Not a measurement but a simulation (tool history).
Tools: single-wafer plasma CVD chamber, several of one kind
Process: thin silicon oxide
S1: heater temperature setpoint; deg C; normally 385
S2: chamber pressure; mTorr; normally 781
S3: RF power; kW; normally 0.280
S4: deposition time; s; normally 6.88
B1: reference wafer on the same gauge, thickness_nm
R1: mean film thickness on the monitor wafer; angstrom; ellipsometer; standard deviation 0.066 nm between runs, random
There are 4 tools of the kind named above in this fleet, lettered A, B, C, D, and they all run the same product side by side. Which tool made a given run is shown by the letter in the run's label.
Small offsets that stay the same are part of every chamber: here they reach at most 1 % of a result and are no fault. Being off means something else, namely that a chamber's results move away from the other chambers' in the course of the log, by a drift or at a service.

run 1B hour=11.3 | S1=385 S2=781 S3=0.280 S4=6.88 | B1=11.396 | R1=121.25
run 2D hour=23.3 | S1=385 S2=781 S3=0.280 S4=6.88 | B1=11.389 | R1=120.37
run 3C hour=32.6 | S1=385 S2=781 S3=0.280 S4=6.88 | B1=11.393 | R1=119.95
run 4A hour=40.5 | S1=385 S2=781 S3=0.280 S4=6.88 | B1=11.409 | R1=120.66
run 5C hour=50.3 | S1=385 S2=781 S3=0.280 S4=6.88 | B1=11.404 | R1=121.17
run 6D hour=58.3 | S1=385 S2=781 S3=0.280 S4=6.88 | B1=11.385 | R1=120.17
run 7B hour=70.9 | S1=385 S2=781 S3=0.280 S4=6.88 | B1=11.397 | R1=122.55
run 8A hour=86.9 | S1=385 S2=781 S3=0.280 S4=6.88 | B1=11.401 | R1=120.57
run 9D hour=99.9 | S1=385 S2=781 S3=0.280 S4=6.88 | B1=11.387 | R1=120.75
run 10A hour=113.2 | S1=385 S2=781 S3=0.280 S4=6.88 | B1=11.413 | R1=120.57
run 11C hour=122.2 | S1=385 S2=781 S3=0.280 S4=6.88 | B1=11.397 | R1=120.64
run 12B hour=134.1 | S1=385 S2=781 S3=0.280 S4=6.88 | B1=11.395 | R1=121.37
run 13B hour=141.2 | S1=385 S2=781 S3=0.280 S4=6.88 | B1=11.409 | R1=120.79
run 14C hour=149.8 | S1=385 S2=781 S3=0.280 S4=6.88 | B1=11.394 | R1=121.46
run 15D hour=157.2 | S1=385 S2=781 S3=0.280 S4=6.88 | B1=11.393 | R1=118.17
run 16A hour=165.0 | S1=385 S2=781 S3=0.280 S4=6.88 | B1=11.391 | R1=122.50
-- hour=172.9 chamber A: capacitance manometer re-zeroed and calibrated
run 17B hour=178.4 | S1=385 S2=781 S3=0.280 S4=6.88 | B1=11.397 | R1=120.75
run 18D hour=192.6 | S1=385 S2=781 S3=0.280 S4=6.88 | B1=11.412 | R1=117.73
run 19A hour=200.1 | S1=385 S2=781 S3=0.280 S4=6.88 | B1=11.394 | R1=120.10
run 20C hour=207.9 | S1=385 S2=781 S3=0.280 S4=6.88 | B1=11.400 | R1=120.95
run 21A hour=219.6 | S1=385 S2=781 S3=0.280 S4=6.88 | B1=11.390 | R1=120.76
run 22D hour=233.6 | S1=385 S2=781 S3=0.280 S4=6.88 | B1=11.403 | R1=115.91
run 23C hour=246.1 | S1=385 S2=883 S3=0.280 S4=6.37 | B1=11.395 | R1=125.05
run 24B hour=260.5 | S1=385 S2=883 S3=0.280 S4=6.37 | B1=11.394 | R1=125.43
-- hour=269.6 chamber C: thermocouple changed; heater temperature recalibrated
run 25C hour=272.9 | S1=385 S2=883 S3=0.280 S4=6.37 | B1=11.394 | R1=124.97
run 26A hour=288.4 | S1=385 S2=883 S3=0.280 S4=6.37 | B1=11.403 | R1=126.28
run 27D hour=299.0 | S1=385 S2=781 S3=0.280 S4=6.88 | B1=11.409 | R1=114.32
-- hour=307.7 chamber B: capacitance manometer re-zeroed and calibrated
run 28B hour=312.7 | S1=385 S2=781 S3=0.280 S4=6.88 | B1=11.404 | R1=120.72
run 29C hour=322.6 | S1=385 S2=781 S3=0.280 S4=6.88 | B1=11.384 | R1=121.02

Predict what each chamber gives when all 4 of them run the settings below next.
run 30A hour=334.3 | S1=385 S2=781 S3=0.280 S4=6.88 | R1=?
run 30B hour=334.3 | S1=385 S2=781 S3=0.280 S4=6.88 | R1=?
run 30C hour=334.3 | S1=385 S2=781 S3=0.280 S4=6.88 | R1=?
run 30D hour=334.3 | S1=385 S2=781 S3=0.280 S4=6.88 | R1=?

run=30A R1=122.15
run=30B R1=120.44
run=30C R1=120.40
run=30D R1=114.11

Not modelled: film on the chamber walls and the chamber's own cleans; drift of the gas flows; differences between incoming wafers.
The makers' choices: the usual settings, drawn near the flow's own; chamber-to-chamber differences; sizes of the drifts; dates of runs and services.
